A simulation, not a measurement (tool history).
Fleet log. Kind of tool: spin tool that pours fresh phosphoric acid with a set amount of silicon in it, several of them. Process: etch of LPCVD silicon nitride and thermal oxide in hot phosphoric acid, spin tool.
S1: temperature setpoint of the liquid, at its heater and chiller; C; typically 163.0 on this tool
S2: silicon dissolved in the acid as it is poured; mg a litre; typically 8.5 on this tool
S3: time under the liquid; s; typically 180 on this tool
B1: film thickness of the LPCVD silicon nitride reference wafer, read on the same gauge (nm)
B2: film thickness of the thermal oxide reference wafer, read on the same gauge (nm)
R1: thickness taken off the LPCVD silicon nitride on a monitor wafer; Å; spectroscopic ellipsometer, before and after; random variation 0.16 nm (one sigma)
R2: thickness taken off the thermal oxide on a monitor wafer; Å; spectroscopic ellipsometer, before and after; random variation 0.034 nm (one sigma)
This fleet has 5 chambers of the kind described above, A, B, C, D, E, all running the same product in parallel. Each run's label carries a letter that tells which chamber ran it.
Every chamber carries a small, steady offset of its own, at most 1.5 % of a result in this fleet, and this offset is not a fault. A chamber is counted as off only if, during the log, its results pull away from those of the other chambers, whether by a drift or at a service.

run,day,S1,S2,S3,B1,B2,R1,R2
1C,0.350,163.0,8.5,180,60.003,130.05,173.39,5.4500
2E,0.742,163.0,8.5,180,59.961,130.00,172.22,5.5849
3D,1.242,163.0,8.5,180,60.000,130.00,172.55,5.4142
4B,1.854,163.0,8.5,180,60.005,129.99,171.64,5.1426
5A,2.225,163.0,8.5,180,60.000,130.00,170.83,4.7048
6D,2.708,163.0,8.5,180,60.033,129.97,172.38,5.3263
7C,3.142,163.0,8.5,180,59.973,130.04,171.37,5.2326
8B,3.779,163.0,8.5,180,59.979,130.04,173.48,5.1233
9E,4.162,163.0,8.5,180,60.003,130.01,171.95,5.1018
10A,4.504,163.0,8.5,180,59.964,130.00,170.33,4.6046
11A,4.983,163.0,8.5,180,59.984,129.98,172.70,5.0331
12B,5.596,165.5,8.5,180,60.030,130.02,186.17,6.0984
13C,6.038,165.5,8.5,180,59.967,129.99,187.52,5.6444
14D,6.604,165.5,8.5,180,60.024,130.02,185.65,5.3009
15E,6.996,165.5,8.5,180,60.042,129.96,187.03,6.8073
16D,7.421,165.5,8.5,180,60.014,130.00,185.25,6.0267
# day 7.429: chamber D: heated supply line repaired
17E,8.008,163.0,8.5,180,60.009,130.05,169.43,5.4761
18C,8.608,163.0,8.5,180,60.029,129.99,175.75,4.8915
19A,9.183,163.0,8.5,180,60.050,129.99,171.52,4.5170
20B,9.750,163.0,8.5,180,59.958,130.03,169.56,4.8770
21E,10.188,163.0,8.5,180,59.969,130.00,172.57,4.6647
22B,10.504,163.0,8.5,180,60.007,130.03,169.45,4.4931
23D,10.779,163.0,8.5,180,59.959,129.98,173.55,5.4747
24C,11.142,163.0,8.5,180,60.009,130.02,171.46,5.2084
25A,11.483,163.0,8.5,180,60.009,130.04,168.61,5.0725
26C,12.125,163.0,8.5,180,59.998,130.02,170.07,4.5683
27D,12.412,163.0,6.0,180,59.990,129.96,173.01,5.0357
28B,13.004,163.0,6.0,180,60.003,129.99,174.05,5.4610
29A,13.467,163.0,6.0,180,59.984,130.01,171.58,4.8793
30E,13.746,163.0,6.0,180,59.971,130.02,172.42,5.1873
31C,14.167,163.0,6.0,180,60.034,130.00,170.98,4.9675

The same settings go to every chamber for the next run, one line per chamber below. Forecast the results for each:
32A,14.625,163.0,13.0,180,,,?,?
32B,14.625,163.0,13.0,180,,,?,?
32C,14.625,163.0,13.0,180,,,?,?
32D,14.625,163.0,13.0,180,,,?,?
32E,14.625,163.0,13.0,180,,,?,?

run,R1,R2
32A,172.70,4.5888
32B,170.89,4.3443
32C,174.90,4.7815
32D,171.55,4.9459
32E,173.45,4.7383

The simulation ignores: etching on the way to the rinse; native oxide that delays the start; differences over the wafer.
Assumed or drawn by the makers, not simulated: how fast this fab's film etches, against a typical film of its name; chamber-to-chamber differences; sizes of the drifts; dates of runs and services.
